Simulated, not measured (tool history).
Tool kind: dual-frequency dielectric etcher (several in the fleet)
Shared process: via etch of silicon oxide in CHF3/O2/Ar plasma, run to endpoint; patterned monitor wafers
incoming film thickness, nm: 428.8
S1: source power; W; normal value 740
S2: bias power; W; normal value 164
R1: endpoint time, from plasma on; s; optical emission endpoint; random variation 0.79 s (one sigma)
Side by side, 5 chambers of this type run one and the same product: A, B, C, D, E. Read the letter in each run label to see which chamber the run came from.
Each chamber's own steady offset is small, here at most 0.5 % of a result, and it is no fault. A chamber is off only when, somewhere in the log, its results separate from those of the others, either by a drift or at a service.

run   hour   S1   S2      R1
 1E    5.1  740  164  205.41
 2B    9.1  740  164  207.31
 3C   11.5  740  164   207.5
 4A   14.7  740  164  206.99
 5D   18.6  740  164  206.03
 6E   22.7  740  164  205.42
 7B   26.4  740  164  206.15
 8D   31.1  740  164   204.7
 9C   33.5  740  164  207.03
10A   37.1  740  164  207.27
11C   39.9  740  164   207.1
12D   45.3  740  164  206.03
13A   48.9  740  164  207.48
14E   51.5  740  164  205.87
15B   56.8  570  138  241.81
16E   60.7  570  138  241.49
17D   65.4  570  138  239.86
18C   70.4  570  138  242.23
19A   75.5  570  138  242.43
20B   80.2  740  164  207.51
21E     84  740  164  205.34
22C   86.9  740  164  207.54
23A     92  740  164  208.04
24D   94.3  560  198  215.26
25B   98.5  560  198  219.13
26E  102.9  560  198  214.29
27B  106.6  560  198   219.4
28D  110.5  560  198  213.83
29C  113.7  740  164  207.01
30A  116.2  740  164  206.67
31A  119.6  630  164  219.91
32C    125  630  164   220.3
33D  128.6  630  164  218.54
34E  131.7  630  164  220.34
35B  134.1  630  164  222.69
36B  138.1  740  164  212.14

Predict what each chamber gives when all 5 of them run the settings below next.
37A   142  740  125   ?
37B   142  740  125   ?
37C   142  740  125   ?
37D   142  740  125   ?
37E   142  740  125   ?

run      R1
37A  225.63
37B  229.45
37C  227.61
37D  223.12
37E  224.65
